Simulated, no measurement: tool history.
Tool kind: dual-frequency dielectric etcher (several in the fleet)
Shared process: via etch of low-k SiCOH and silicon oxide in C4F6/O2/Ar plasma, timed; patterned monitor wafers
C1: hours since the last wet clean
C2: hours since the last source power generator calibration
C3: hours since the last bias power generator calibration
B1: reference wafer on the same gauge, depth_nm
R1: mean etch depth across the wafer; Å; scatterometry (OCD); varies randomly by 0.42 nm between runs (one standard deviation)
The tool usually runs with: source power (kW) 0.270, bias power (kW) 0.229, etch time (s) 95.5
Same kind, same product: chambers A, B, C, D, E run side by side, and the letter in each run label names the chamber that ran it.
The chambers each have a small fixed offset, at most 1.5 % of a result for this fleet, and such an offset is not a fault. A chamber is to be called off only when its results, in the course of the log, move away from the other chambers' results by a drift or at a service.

{"run": "1A", "hour": 14.8, "source power (kW)": 0.27, "bias power (kW)": 0.229, "etch time (s)": 95.5, "C1": 79.9, "C2": 1008.5, "C3": 2845.1, "B1": 221.93, "R1": 2483.6}
{"run": "2B", "hour": 29.5, "source power (kW)": 0.27, "bias power (kW)": 0.229, "etch time (s)": 95.5, "C1": 397.4, "C2": 386.7, "C3": 1107.4, "B1": 221.91, "R1": 2471.4}
{"run": "3C", "hour": 40.9, "source power (kW)": 0.27, "bias power (kW)": 0.229, "etch time (s)": 95.5, "C1": 399.6, "C2": 2465.0, "C3": 992.0, "B1": 222.0, "R1": 2474.6}
{"run": "4D", "hour": 56.9, "source power (kW)": 0.27, "bias power (kW)": 0.229, "etch time (s)": 95.5, "C1": 193.1, "C2": 1848.1, "C3": 645.7, "B1": 221.86, "R1": 2489.2}
{"run": "5E", "hour": 69.5, "source power (kW)": 0.27, "bias power (kW)": 0.229, "etch time (s)": 95.5, "C1": 330.6, "C2": 1189.8, "C3": 528.5, "B1": 221.73, "R1": 2509.6}
{"run": "6C", "hour": 80.0, "source power (kW)": 0.27, "bias power (kW)": 0.229, "etch time (s)": 95.5, "C1": 438.7, "C2": 2504.1, "C3": 1031.1, "B1": 221.73, "R1": 2476.0}
{"run": "7B", "hour": 95.3, "source power (kW)": 0.27, "bias power (kW)": 0.229, "etch time (s)": 95.5, "C1": 463.2, "C2": 452.5, "C3": 1173.2, "B1": 221.7, "R1": 2468.1}
{"run": "8A", "hour": 108.5, "source power (kW)": 0.27, "bias power (kW)": 0.229, "etch time (s)": 95.5, "C1": 173.6, "C2": 1102.2, "C3": 2938.8, "B1": 221.71, "R1": 2476.2}
{"run": "9D", "hour": 123.3, "source power (kW)": 0.27, "bias power (kW)": 0.229, "etch time (s)": 95.5, "C1": 259.5, "C2": 1914.5, "C3": 712.1, "B1": 221.48, "R1": 2497.0}
{"run": "10E", "hour": 133.9, "source power (kW)": 0.27, "bias power (kW)": 0.229, "etch time (s)": 95.5, "C1": 395.0, "C2": 1254.2, "C3": 592.9, "B1": 221.49, "R1": 2508.5}
{"run": "11B", "hour": 148.3, "source power (kW)": 0.27, "bias power (kW)": 0.229, "etch time (s)": 95.5, "C1": 516.2, "C2": 505.5, "C3": 1226.2, "B1": 221.59, "R1": 2471.8}
{"run": "12E", "hour": 156.7, "source power (kW)": 0.27, "bias power (kW)": 0.229, "etch time (s)": 95.5, "C1": 417.8, "C2": 1277.0, "C3": 615.7, "B1": 221.52, "R1": 2513.0}
{"run": "13D", "hour": 164.1, "source power (kW)": 0.27, "bias power (kW)": 0.229, "etch time (s)": 95.5, "C1": 300.3, "C2": 1955.3, "C3": 752.9, "B1": 221.53, "R1": 2490.1}
{"hour": 165.9, "done": "chamber E: wet clean of the chamber"}
{"run": "14C", "hour": 178.6, "source power (kW)": 0.25, "bias power (kW)": 0.229, "etch time (s)": 95.5, "C1": 537.3, "C2": 2602.7, "C3": 1129.7, "B1": 221.39, "R1": 2399.8}
{"run": "15A", "hour": 185.8, "source power (kW)": 0.25, "bias power (kW)": 0.229, "etch time (s)": 95.5, "C1": 250.9, "C2": 1179.5, "C3": 3016.1, "B1": 221.42, "R1": 2398.8}
{"run": "16B", "hour": 201.2, "source power (kW)": 0.25, "bias power (kW)": 0.229, "etch time (s)": 95.5, "C1": 569.1, "C2": 558.4, "C3": 1279.1, "B1": 221.32, "R1": 2394.5}
{"run": "17A", "hour": 209.3, "source power (kW)": 0.25, "bias power (kW)": 0.229, "etch time (s)": 95.5, "C1": 274.4, "C2": 1203.0, "C3": 3039.6, "B1": 221.42, "R1": 2393.6}
{"hour": 213.5, "done": "chamber C: wet clean of the chamber"}
{"run": "18D", "hour": 221.1, "source power (kW)": 0.25, "bias power (kW)": 0.229, "etch time (s)": 95.5, "C1": 357.3, "C2": 2012.3, "C3": 809.9, "B1": 221.28, "R1": 2414.7}
{"hour": 222.7, "done": "chamber B: wet clean of the chamber"}
{"run": "19E", "hour": 228.9, "source power (kW)": 0.27, "bias power (kW)": 0.229, "etch time (s)": 95.5, "C1": 63.1, "C2": 1349.2, "C3": 687.9, "B1": 221.27, "R1": 2508.7}
{"run": "20C", "hour": 241.1, "source power (kW)": 0.27, "bias power (kW)": 0.229, "etch time (s)": 120.5, "C1": 27.6, "C2": 2665.2, "C3": 1192.2, "B1": 221.25, "R1": 3115.9}
{"run": "21C", "hour": 249.4, "source power (kW)": 0.27, "bias power (kW)": 0.229, "etch time (s)": 120.5, "C1": 35.9, "C2": 2673.5, "C3": 1200.5, "B1": 221.06, "R1": 3113.9}
{"run": "22D", "hour": 260.4, "source power (kW)": 0.27, "bias power (kW)": 0.229, "etch time (s)": 120.5, "C1": 396.6, "C2": 2051.6, "C3": 849.2, "B1": 221.13, "R1": 3141.0}
{"hour": 261.4, "done": "chamber A: wet clean of the chamber"}
{"run": "23A", "hour": 271.7, "source power (kW)": 0.27, "bias power (kW)": 0.229, "etch time (s)": 120.5, "C1": 10.3, "C2": 1265.4, "C3": 3102.0, "B1": 221.12, "R1": 3124.2}
{"run": "24B", "hour": 279.5, "source power (kW)": 0.27, "bias power (kW)": 0.229, "etch time (s)": 120.5, "C1": 56.8, "C2": 636.7, "C3": 1357.4, "B1": 221.17, "R1": 3102.8}
{"run": "25E", "hour": 286.9, "source power (kW)": 0.27, "bias power (kW)": 0.229, "etch time (s)": 119.0, "C1": 121.1, "C2": 1407.2, "C3": 745.9, "B1": 221.09, "R1": 3133.6}
{"run": "26B", "hour": 300.5, "source power (kW)": 0.27, "bias power (kW)": 0.229, "etch time (s)": 119.0, "C1": 77.8, "C2": 657.7, "C3": 1378.4, "B1": 220.95, "R1": 3070.0}
{"run": "27E", "hour": 316.4, "source power (kW)": 0.27, "bias power (kW)": 0.229, "etch time (s)": 119.0, "C1": 150.6, "C2": 1436.7, "C3": 775.4, "B1": 221.04, "R1": 3116.9}
{"run": "28D", "hour": 325.7, "source power (kW)": 0.27, "bias power (kW)": 0.229, "etch time (s)": 119.0, "C1": 461.9, "C2": 2116.9, "C3": 914.5, "B1": 221.08, "R1": 3095.2}
{"run": "29C", "hour": 337.8, "source power (kW)": 0.27, "bias power (kW)": 0.229, "etch time (s)": 119.0, "C1": 124.3, "C2": 2761.9, "C3": 1288.9, "B1": 220.83, "R1": 3070.8}
{"run": "30A", "hour": 346.8, "source power (kW)": 0.27, "bias power (kW)": 0.229, "etch time (s)": 95.5, "C1": 85.4, "C2": 1340.5, "C3": 3177.1, "B1": 220.9, "R1": 2462.3}
{"run": "31C", "hour": 362.2, "source power (kW)": 0.27, "bias power (kW)": 0.229, "etch time (s)": 95.5, "C1": 148.7, "C2": 2786.3, "C3": 1313.3, "B1": 220.8, "R1": 2463.2}
{"run": "32D", "hour": 376.5, "source power (kW)": 0.27, "bias power (kW)": 0.229, "etch time (s)": 95.5, "C1": 512.7, "C2": 2167.7, "C3": 965.3, "B1": 220.79, "R1": 2476.4}
{"run": "33E", "hour": 385.7, "source power (kW)": 0.27, "bias power (kW)": 0.229, "etch time (s)": 95.5, "C1": 219.9, "C2": 1506.0, "C3": 844.7, "B1": 220.67, "R1": 2495.1}
{"hour": 399.4, "done": "chamber D: wet clean of the chamber"}
{"run": "34A", "hour": 401.6, "source power (kW)": 0.25, "bias power (kW)": 0.229, "etch time (s)": 86.0, "C1": 140.2, "C2": 1395.3, "C3": 3231.9, "B1": 220.7, "R1": 2156.0}
{"run": "35B", "hour": 409.1, "source power (kW)": 0.25, "bias power (kW)": 0.229, "etch time (s)": 86.0, "C1": 186.4, "C2": 766.3, "C3": 1487.0, "B1": 220.75, "R1": 2146.0}
{"run": "36A", "hour": 420.5, "source power (kW)": 0.25, "bias power (kW)": 0.229, "etch time (s)": 86.0, "C1": 159.1, "C2": 1414.2, "C3": 3250.8, "B1": 220.68, "R1": 2157.3}
{"run": "37C", "hour": 431.1, "source power (kW)": 0.25, "bias power (kW)": 0.229, "etch time (s)": 86.0, "C1": 217.6, "C2": 2855.2, "C3": 1382.2, "B1": 220.64, "R1": 2148.3}
{"run": "38E", "hour": 443.3, "source power (kW)": 0.25, "bias power (kW)": 0.229, "etch time (s)": 86.0, "C1": 277.5, "C2": 1563.6, "C3": 902.3, "B1": 220.65, "R1": 2194.7}
{"run": "39B", "hour": 455.0, "source power (kW)": 0.27, "bias power (kW)": 0.229, "etch time (s)": 95.5, "C1": 232.3, "C2": 812.2, "C3": 1532.9, "B1": 220.51, "R1": 2456.9}
{"run": "40D", "hour": 469.8, "source power (kW)": 0.27, "bias power (kW)": 0.229, "etch time (s)": 95.5, "C1": 70.5, "C2": 2261.0, "C3": 1058.6, "B1": 220.47, "R1": 2483.9}

One chamber off, gauge drift, or nothing amiss beyond the chambers' own small offsets? If it is a chamber, which one, and what is the likeliest cause?

None of the chambers is off. What moves is the gauge, dragging all their readings along together.
Likeliest cause: gauge reads low (%) = 0.696.

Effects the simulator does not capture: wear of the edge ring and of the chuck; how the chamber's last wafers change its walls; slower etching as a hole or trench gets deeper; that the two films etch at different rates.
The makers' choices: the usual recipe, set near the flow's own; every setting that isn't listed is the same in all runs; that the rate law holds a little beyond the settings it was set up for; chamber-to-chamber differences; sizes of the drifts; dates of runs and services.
